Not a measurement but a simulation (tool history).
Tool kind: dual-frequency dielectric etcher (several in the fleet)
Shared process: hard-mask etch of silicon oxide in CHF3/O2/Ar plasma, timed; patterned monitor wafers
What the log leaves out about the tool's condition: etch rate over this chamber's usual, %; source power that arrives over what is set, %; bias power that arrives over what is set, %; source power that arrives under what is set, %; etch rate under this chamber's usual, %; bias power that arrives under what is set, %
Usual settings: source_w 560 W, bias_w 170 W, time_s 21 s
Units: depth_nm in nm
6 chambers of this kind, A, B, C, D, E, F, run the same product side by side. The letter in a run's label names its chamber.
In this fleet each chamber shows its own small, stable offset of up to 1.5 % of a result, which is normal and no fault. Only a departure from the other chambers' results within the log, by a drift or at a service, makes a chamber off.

| run | hour | source_w | bias_w | time_s | hours since the last wet clean | hours since the last source power generator calibration | hours since the last bias power generator calibration | read-back reference wafer on the same gauge, depth_nm | depth_nm |
|---|---|---|---|---|---|---|---|---|---|
| 1D | 9.2 | 560 | 170 | 21 | 302.0 | 4275.7 | 1696.2 | 36.793 | 39.039 |
| 2C | 17.9 | 560 | 170 | 21 | 203.4 | 2108.5 | 4010.7 | 36.781 | 39.307 |
| 3B | 25.5 | 560 | 170 | 21 | 465.7 | 883.0 | 145.6 | 36.785 | 39.508 |
| 4F | 35.3 | 560 | 170 | 21 | 131.5 | 2636.6 | 3083.1 | 36.784 | 39.646 |
| 5E | 43.1 | 560 | 170 | 21 | 456.9 | 3258.8 | 1602.3 | 36.765 | 39.742 |
| 6A | 52.0 | 560 | 170 | 21 | 218.3 | 3235.3 | 1870.3 | 36.772 | 39.991 |
| 7D | 57.4 | 560 | 170 | 21 | 350.2 | 4323.9 | 1744.4 | 36.761 | 39.156 |
|  | 61.1 | chamber C: source power generator calibrated |
| 8C | 61.9 | 560 | 170 | 21 | 247.4 | 0.9 | 4054.7 | 36.763 | 39.269 |
| 9A | 69.9 | 560 | 170 | 21 | 236.2 | 3253.2 | 1888.2 | 36.764 | 40.035 |
| 10F | 79.2 | 560 | 170 | 21 | 175.4 | 2680.5 | 3127.0 | 36.753 | 39.635 |
| 11E | 88.7 | 560 | 170 | 21 | 502.5 | 3304.4 | 1647.9 | 36.742 | 39.669 |
| 12B | 99.0 | 560 | 170 | 21 | 539.2 | 956.5 | 219.1 | 36.731 | 39.415 |
|  | 102.9 | chamber A: source power generator calibrated |
| 13E | 107.2 | 560 | 170 | 21 | 521.0 | 3322.9 | 1666.4 | 36.741 | 39.650 |
| 14B | 117.3 | 680 | 142 | 21 | 557.5 | 974.8 | 237.4 | 36.719 | 40.095 |
| 15C | 121.8 | 680 | 142 | 21 | 307.3 | 60.8 | 4114.6 | 36.738 | 39.802 |
| 16A | 130.2 | 680 | 142 | 21 | 296.5 | 27.3 | 1948.5 | 36.713 | 40.711 |
|  | 131.6 | chamber D: wet clean of the chamber |
|  | 135.0 | chamber E: wet clean of the chamber |
| 17F | 138.9 | 680 | 142 | 21 | 235.1 | 2740.2 | 3186.7 | 36.718 | 40.153 |
|  | 142.1 | chamber B: wet clean of the chamber |
| 18D | 145.8 | 680 | 142 | 21 | 14.2 | 4412.3 | 1832.8 | 36.717 | 39.779 |
|  | 146.6 | chamber D: source power generator calibrated |
| 19F | 154.3 | 680 | 142 | 21 | 250.5 | 2755.6 | 3202.1 | 36.721 | 40.181 |
| 20E | 160.3 | 560 | 170 | 21 | 25.4 | 3376.0 | 1719.5 | 36.719 | 39.611 |
|  | 163.1 | chamber C: wet clean of the chamber |
| 21A | 166.7 | 560 | 170 | 21 | 333.0 | 63.8 | 1985.0 | 36.699 | 39.948 |
| 22D | 171.2 | 560 | 170 | 21 | 39.6 | 24.6 | 1858.2 | 36.700 | 39.096 |
| 23B | 178.5 | 560 | 170 | 19 | 36.4 | 1036.0 | 298.6 | 36.686 | 35.690 |
| 24C | 184.1 | 560 | 170 | 19 | 21.1 | 123.1 | 4176.9 | 36.684 | 35.527 |
| 25F | 191.2 | 560 | 170 | 19 | 287.4 | 2792.5 | 3239.0 | 36.685 | 35.663 |
| 26A | 198.7 | 560 | 170 | 19 | 365.0 | 95.8 | 2017.0 | 36.671 | 36.205 |
| 27C | 206.8 | 560 | 170 | 19 | 43.8 | 145.8 | 4199.6 | 36.678 | 35.419 |
| 28E | 211.7 | 560 | 170 | 19 | 76.8 | 3427.4 | 1770.9 | 36.671 | 35.820 |
| 29D | 219.3 | 560 | 170 | 21 | 87.7 | 72.7 | 1906.3 | 36.662 | 38.992 |
| 30B | 224.7 | 560 | 170 | 21 | 82.6 | 1082.2 | 344.8 | 36.664 | 39.429 |
| 31B | 229.3 | 560 | 170 | 21 | 87.2 | 1086.8 | 349.4 | 36.658 | 39.383 |
| 32A | 236.3 | 560 | 170 | 21 | 402.6 | 133.4 | 2054.6 | 36.651 | 39.921 |
| 33D | 246.1 | 560 | 170 | 21 | 114.5 | 99.5 | 1933.1 | 36.640 | 39.024 |
| 34F | 256.1 | 560 | 170 | 21 | 352.3 | 2857.4 | 3303.9 | 36.653 | 39.457 |
| 35C | 266.4 | 560 | 170 | 21 | 103.4 | 205.4 | 4259.2 | 36.630 | 39.141 |
| 36E | 272.0 | 560 | 170 | 21 | 137.1 | 3487.7 | 1831.2 | 36.632 | 39.563 |
| 37E | 279.2 | 560 | 170 | 21 | 144.3 | 3494.9 | 1838.4 | 36.635 | 39.618 |
|  | 288.3 | chamber A: wet clean of the chamber |
| 38C | 288.8 | 560 | 170 | 21 | 125.8 | 227.8 | 4281.6 | 36.624 | 39.101 |
| 39F | 297.0 | 560 | 170 | 21 | 393.2 | 2898.3 | 3344.8 | 36.622 | 39.446 |
| 40D | 301.6 | 560 | 170 | 21 | 170.0 | 155.0 | 1988.6 | 36.607 | 38.998 |
| 41B | 309.6 | 560 | 170 | 21 | 167.5 | 1167.1 | 429.7 | 36.622 | 39.303 |
| 42A | 315.8 | 560 | 170 | 21 | 27.6 | 212.9 | 2134.1 | 36.608 | 39.935 |
| 43F | 323.5 | 560 | 170 | 21 | 419.7 | 2924.8 | 3371.3 | 36.607 | 39.519 |
| 44C | 330.7 | 560 | 170 | 21 | 167.7 | 269.7 | 4323.5 | 36.601 | 39.040 |

What goes on in this fleet: one chamber off, a drifting gauge, or nothing beyond the chambers' own small offsets? Name the chamber and the cause, if any.

The gauge drifts, so all chambers seem to drift together. No chamber is off.
Most likely cause: gauge reads low (%) = 0.559.
